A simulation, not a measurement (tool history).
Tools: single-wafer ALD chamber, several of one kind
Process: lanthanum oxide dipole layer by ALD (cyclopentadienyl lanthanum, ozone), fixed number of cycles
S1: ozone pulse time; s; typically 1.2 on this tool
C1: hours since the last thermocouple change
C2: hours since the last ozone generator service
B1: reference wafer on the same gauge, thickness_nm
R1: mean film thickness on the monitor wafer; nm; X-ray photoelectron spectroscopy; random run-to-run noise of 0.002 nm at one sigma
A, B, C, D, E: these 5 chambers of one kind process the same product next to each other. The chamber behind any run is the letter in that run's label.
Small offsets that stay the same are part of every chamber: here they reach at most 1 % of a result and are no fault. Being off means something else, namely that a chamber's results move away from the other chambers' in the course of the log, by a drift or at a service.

Run 1D, hour 4.3: usual settings; C1 362.7; C2 1373.4; B1 0.60395. Result: R1 0.52644 nm.
Run 2E, hour 11.8: usual settings; C1 625.3; C2 182; B1 0.60405. Result: R1 0.53084 nm.
Run 3A, hour 19.6: usual settings; C1 897.4; C2 1810.8; B1 0.60409. Result: R1 0.52585 nm.
Run 4C, hour 27.4: usual settings; C1 1974.1; C2 82.1; B1 0.60456. Result: R1 0.5278 nm.
Run 5B, hour 33.5: usual settings; C1 890.2; C2 534.6; B1 0.60399. Result: R1 0.5282 nm.
At hour 37.3: chamber C: thermocouple changed; heater temperature recalibrated.
Run 6B, hour 38.5: usual settings; C1 895.2; C2 539.6; B1 0.60391. Result: R1 0.52343 nm.
Run 7A, hour 43.9: usual settings; C1 921.7; C2 1835.1; B1 0.60436. Result: R1 0.52495 nm.
Run 8C, hour 51.3: usual settings; C1 14; C2 106; B1 0.60326. Result: R1 0.52552 nm.
Run 9E, hour 58.3: usual settings; C1 671.8; C2 228.5; B1 0.60378. Result: R1 0.53317 nm.
Run 10D, hour 64.6: usual settings; C1 423; C2 1433.7; B1 0.60361. Result: R1 0.52799 nm.
Run 11C, hour 69.3: usual settings; C1 32; C2 124; B1 0.6044. Result: R1 0.52763 nm.
Run 12E, hour 75.4: usual settings; C1 688.9; C2 245.6; B1 0.60355. Result: R1 0.52976 nm.
Run 13D, hour 82.8: usual settings; C1 441.2; C2 1451.9; B1 0.60383. Result: R1 0.52888 nm.
At hour 87.1: chamber A: ozone generator serviced.
Run 14A, hour 88.1: usual settings; C1 965.9; C2 1; B1 0.60372. Result: R1 0.52258 nm.
Run 15B, hour 92.1: usual settings but S1 1.03 s; C1 948.8; C2 593.2; B1 0.60452. Result: R1 0.50632 nm.
Run 16C, hour 98.1: usual settings but S1 1.03 s; C1 60.8; C2 152.8; B1 0.60433. Result: R1 0.50585 nm.
Run 17A, hour 104.2: usual settings but S1 1.03 s; C1 982; C2 17.1; B1 0.60436. Result: R1 0.49803 nm.
Run 18E, hour 111.1: usual settings but S1 1.03 s; C1 724.6; C2 281.3; B1 0.60434. Result: R1 0.5104 nm.
Run 19D, hour 118.7: usual settings but S1 1.03 s; C1 477.1; C2 1487.8; B1 0.60421. Result: R1 0.50929 nm.
Run 20B, hour 123.9: usual settings; C1 980.6; C2 625; B1 0.60452. Result: R1 0.52076 nm.
Run 21B, hour 129.9: usual settings; C1 986.6; C2 631; B1 0.60382. Result: R1 0.52149 nm.
Run 22C, hour 136.6: usual settings; C1 99.3; C2 191.3; B1 0.60419. Result: R1 0.52852 nm.
Run 23D, hour 140.1: usual settings; C1 498.5; C2 1509.2; B1 0.6038. Result: R1 0.52794 nm.
Run 24A, hour 146.7: usual settings; C1 1024.5; C2 59.6; B1 0.60408. Result: R1 0.52029 nm.
Run 25E, hour 153.9: usual settings; C1 767.4; C2 324.1; B1 0.60435. Result: R1 0.53165 nm.
Run 26E, hour 161.2: usual settings; C1 774.7; C2 331.4; B1 0.60436. Result: R1 0.53016 nm.
Run 27A, hour 164.8: usual settings but S1 1.39 s; C1 1042.6; C2 77.7; B1 0.60426. Result: R1 0.5378 nm.
Run 28C, hour 168.9: usual settings but S1 1.39 s; C1 131.6; C2 223.6; B1 0.60391. Result: R1 0.54419 nm.
Run 29B, hour 173.7: usual settings but S1 1.39 s; C1 1030.4; C2 674.8; B1 0.60412. Result: R1 0.53435 nm.
Run 30D, hour 179.9: usual settings but S1 1.39 s; C1 538.3; C2 1549; B1 0.60307. Result: R1 0.54593 nm.
Run 31B, hour 185.4: usual settings but S1 1.39 s; C1 1042.1; C2 686.5; B1 0.60397. Result: R1 0.53516 nm.
Run 32D, hour 190.4: usual settings but S1 1.49 s; C1 548.8; C2 1559.5; B1 0.60401. Result: R1 0.55232 nm.
At hour 191.1: chamber D: ozone generator serviced.
Run 33A, hour 198.2: usual settings but S1 1.49 s; C1 1076; C2 111.1; B1 0.60318. Result: R1 0.54685 nm.
Run 34C, hour 204.9: usual settings but S1 1.49 s; C1 167.6; C2 259.6; B1 0.60436. Result: R1 0.54996 nm.
Run 35E, hour 209.6: usual settings but S1 1.49 s; C1 823.1; C2 379.8; B1 0.60396. Result: R1 0.5551 nm.
Run 36D, hour 214.8: usual settings but S1 1.49 s; C1 573.2; C2 23.7; B1 0.60406. Result: R1 0.55085 nm.
Run 37B, hour 222: usual settings; C1 1078.7; C2 723.1; B1 0.60377. Result: R1 0.51715 nm.
Run 38A, hour 228.8: usual settings; C1 1106.6; C2 141.7; B1 0.60316. Result: R1 0.51986 nm.

Has any chamber moved away from the others, gradually or after a service, or does the common gauge drift, or do the chambers differ only by their own small steady offsets? State the chamber and the most likely cause if one applies.

Chamber B drifts away from the others.
What lies behind it: ozone dose below that of a generator just serviced (%) = 8.56.

Which of the 4 candidates below, each the usual settings with something changed and its results left as question marks, puts chamber B back in line with what the other chambers give on the usual settings?
Counts as in line when no further than this from what the other chambers average on the usual settings: R1 0.0071 nm
Run 39B-1, hour 234.6: usual settings but S1 1.03 s. Result: R1 ?.
Run 39B-2, hour 234.6: usual settings but S1 1.08 s. Result: R1 ?.
Run 39B-3, hour 234.6: usual settings but S1 1.47 s. Result: R1 ?.
Run 39B-4, hour 234.6: usual settings but S1 1.32 s. Result: R1 ?.

Other chambers, usual settings, mean: R1 0.52709 nm
  run       R1
39B-1  0.48943
39B-2  0.49726
39B-3  0.53875
39B-4  0.52621
It is 39B-4 that realigns the chamber with its peers.

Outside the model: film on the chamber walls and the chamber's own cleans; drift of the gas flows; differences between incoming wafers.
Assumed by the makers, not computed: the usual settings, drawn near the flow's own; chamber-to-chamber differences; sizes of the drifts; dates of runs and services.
